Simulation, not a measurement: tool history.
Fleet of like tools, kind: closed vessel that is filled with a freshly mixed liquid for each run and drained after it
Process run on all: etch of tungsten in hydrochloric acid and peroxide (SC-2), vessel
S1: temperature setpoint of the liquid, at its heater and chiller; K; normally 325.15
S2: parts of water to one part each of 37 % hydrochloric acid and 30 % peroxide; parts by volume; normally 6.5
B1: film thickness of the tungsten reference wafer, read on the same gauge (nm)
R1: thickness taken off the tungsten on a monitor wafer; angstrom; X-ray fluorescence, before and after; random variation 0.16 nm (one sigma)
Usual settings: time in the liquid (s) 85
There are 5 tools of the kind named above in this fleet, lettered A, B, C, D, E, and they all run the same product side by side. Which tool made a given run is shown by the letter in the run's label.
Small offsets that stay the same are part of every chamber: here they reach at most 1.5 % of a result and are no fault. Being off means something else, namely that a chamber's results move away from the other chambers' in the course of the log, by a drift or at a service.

{"run": "1D", "hour": 8.0, "S1": 325.15, "S2": 6.5, "time in the liquid (s)": 85, "B1": 150.02, "R1": 174.59}
{"run": "2A", "hour": 15.0, "S1": 325.15, "S2": 6.5, "time in the liquid (s)": 85, "B1": 149.99, "R1": 173.04}
{"hour": 16.3, "done": "chamber D: new drum of peroxide connected"}
{"run": "3C", "hour": 21.5, "S1": 325.15, "S2": 6.5, "time in the liquid (s)": 85, "B1": 150.01, "R1": 173.86}
{"run": "4B", "hour": 26.1, "S1": 325.15, "S2": 6.5, "time in the liquid (s)": 85, "B1": 149.99, "R1": 171.34}
{"run": "5E", "hour": 31.9, "S1": 325.15, "S2": 6.5, "time in the liquid (s)": 85, "B1": 149.99, "R1": 175.32}
{"run": "6C", "hour": 36.3, "S1": 333.15, "S2": 6.5, "time in the liquid (s)": 115, "B1": 149.98, "R1": 388.87}
{"run": "7B", "hour": 40.8, "S1": 333.15, "S2": 6.5, "time in the liquid (s)": 115, "B1": 150.0, "R1": 392.55}
{"run": "8E", "hour": 49.1, "S1": 333.15, "S2": 6.5, "time in the liquid (s)": 115, "B1": 149.98, "R1": 401.4}
{"run": "9D", "hour": 55.1, "S1": 333.15, "S2": 6.5, "time in the liquid (s)": 115, "B1": 150.02, "R1": 386.93}
{"hour": 57.9, "done": "chamber C: new drum of peroxide connected"}
{"run": "10A", "hour": 59.6, "S1": 333.15, "S2": 6.5, "time in the liquid (s)": 115, "B1": 150.01, "R1": 388.64}
{"run": "11C", "hour": 64.9, "S1": 317.65, "S2": 4.0, "time in the liquid (s)": 85, "B1": 149.98, "R1": 151.79}
{"run": "12D", "hour": 68.7, "S1": 317.65, "S2": 4.0, "time in the liquid (s)": 85, "B1": 149.99, "R1": 143.8}
{"run": "13B", "hour": 77.2, "S1": 317.65, "S2": 4.0, "time in the liquid (s)": 85, "B1": 150.02, "R1": 146.31}
{"run": "14A", "hour": 82.0, "S1": 317.65, "S2": 4.0, "time in the liquid (s)": 85, "B1": 150.0, "R1": 145.02}
{"run": "15E", "hour": 88.8, "S1": 317.65, "S2": 4.0, "time in the liquid (s)": 85, "B1": 149.99, "R1": 147.64}
{"run": "16E", "hour": 97.2, "S1": 325.15, "S2": 6.5, "time in the liquid (s)": 85, "B1": 150.0, "R1": 177.09}
{"run": "17D", "hour": 102.6, "S1": 318.65, "S2": 4.0, "time in the liquid (s)": 85, "B1": 149.98, "R1": 158.1}
{"run": "18A", "hour": 110.3, "S1": 318.65, "S2": 4.0, "time in the liquid (s)": 85, "B1": 149.99, "R1": 156.52}
{"run": "19C", "hour": 118.1, "S1": 318.65, "S2": 4.0, "time in the liquid (s)": 85, "B1": 150.0, "R1": 158.9}
{"run": "20B", "hour": 124.1, "S1": 318.65, "S2": 4.0, "time in the liquid (s)": 85, "B1": 149.99, "R1": 158.55}
{"run": "21A", "hour": 128.5, "S1": 318.65, "S2": 4.0, "time in the liquid (s)": 85, "B1": 150.03, "R1": 155.5}
{"run": "22B", "hour": 135.1, "S1": 325.15, "S2": 6.5, "time in the liquid (s)": 85, "B1": 150.01, "R1": 172.75}
{"hour": 135.9, "done": "chamber A: thermometer replaced"}
{"run": "23D", "hour": 140.4, "S1": 325.15, "S2": 6.5, "time in the liquid (s)": 85, "B1": 149.98, "R1": 165.64}
{"run": "24C", "hour": 148.3, "S1": 325.15, "S2": 6.5, "time in the liquid (s)": 85, "B1": 149.99, "R1": 173.31}
{"run": "25E", "hour": 153.3, "S1": 325.15, "S2": 6.5, "time in the liquid (s)": 85, "B1": 150.01, "R1": 175.27}
{"run": "26B", "hour": 161.8, "S1": 325.15, "S2": 6.5, "time in the liquid (s)": 85, "B1": 149.99, "R1": 171.87}
{"run": "27C", "hour": 168.5, "S1": 325.15, "S2": 6.5, "time in the liquid (s)": 85, "B1": 150.01, "R1": 177.18}
{"run": "28D", "hour": 172.4, "S1": 316.65, "S2": 6.5, "time in the liquid (s)": 85, "B1": 149.98, "R1": 91.859}
{"run": "29E", "hour": 178.4, "S1": 316.65, "S2": 6.5, "time in the liquid (s)": 85, "B1": 150.02, "R1": 99.36}
{"run": "30A", "hour": 184.7, "S1": 316.65, "S2": 6.5, "time in the liquid (s)": 85, "B1": 150.0, "R1": 96.901}
{"hour": 188.9, "done": "chamber C: chemicals flow meter replaced"}
{"run": "31C", "hour": 189.3, "S1": 316.65, "S2": 6.5, "time in the liquid (s)": 85, "B1": 149.99, "R1": 98.453}
{"run": "32D", "hour": 196.4, "S1": 316.65, "S2": 6.5, "time in the liquid (s)": 85, "B1": 150.01, "R1": 89.864}
{"run": "33A", "hour": 202.4, "S1": 325.15, "S2": 6.5, "time in the liquid (s)": 85, "B1": 149.98, "R1": 170.73}
{"run": "34B", "hour": 209.3, "S1": 325.15, "S2": 6.5, "time in the liquid (s)": 85, "B1": 149.99, "R1": 171.87}
{"run": "35E", "hour": 213.8, "S1": 325.15, "S2": 6.5, "time in the liquid (s)": 50, "B1": 149.98, "R1": 103.19}
{"run": "36E", "hour": 218.7, "S1": 325.15, "S2": 6.5, "time in the liquid (s)": 50, "B1": 150.0, "R1": 104.09}
{"run": "37A", "hour": 227.3, "S1": 325.15, "S2": 6.5, "time in the liquid (s)": 50, "B1": 150.0, "R1": 101.31}
{"run": "38B", "hour": 235.6, "S1": 325.15, "S2": 6.5, "time in the liquid (s)": 50, "B1": 149.98, "R1": 102.19}
{"run": "39C", "hour": 240.3, "S1": 325.15, "S2": 6.5, "time in the liquid (s)": 50, "B1": 150.0, "R1": 103.68}

One chamber off, gauge drift, or nothing amiss beyond the chambers' own small offsets? If it is a chamber, which one, and what is the likeliest cause?

Chamber D drifts away from the others.
Most likely cause: liquid colder than its thermometer reads (K) = 1.77.
It could be hard to tell apart here from: chemicals flow below the setpoint (%).

Which of the 4 candidates below, each the usual settings with something changed and its results left as question marks, puts chamber D back in line with what the other chambers give on the usual settings?
In-line tolerance around the mean of the other chambers on the usual settings: R1 5.500 angstrom
{"run": "40D-1", "hour": 246.5, "S1": 327.15, "S2": 6.5, "time in the liquid (s)": 85, "R1": "?"}
{"run": "40D-2", "hour": 246.5, "S1": 325.15, "S2": 6.5, "time in the liquid (s)": 75, "R1": "?"}
{"run": "40D-3", "hour": 246.5, "S1": 322.65, "S2": 7.0, "time in the liquid (s)": 85, "R1": "?"}
{"run": "40D-4", "hour": 246.5, "S1": 326.65, "S2": 6.0, "time in the liquid (s)": 90, "R1": "?"}

Mean of the other chambers on the usual settings: R1 173.020 angstrom
run=40D-1 R1=174.010
run=40D-2 R1=134.770
run=40D-3 R1=122.330
run=40D-4 R1=189.490
40D-1 is the one that brings the chamber's results back in line with the other chambers.

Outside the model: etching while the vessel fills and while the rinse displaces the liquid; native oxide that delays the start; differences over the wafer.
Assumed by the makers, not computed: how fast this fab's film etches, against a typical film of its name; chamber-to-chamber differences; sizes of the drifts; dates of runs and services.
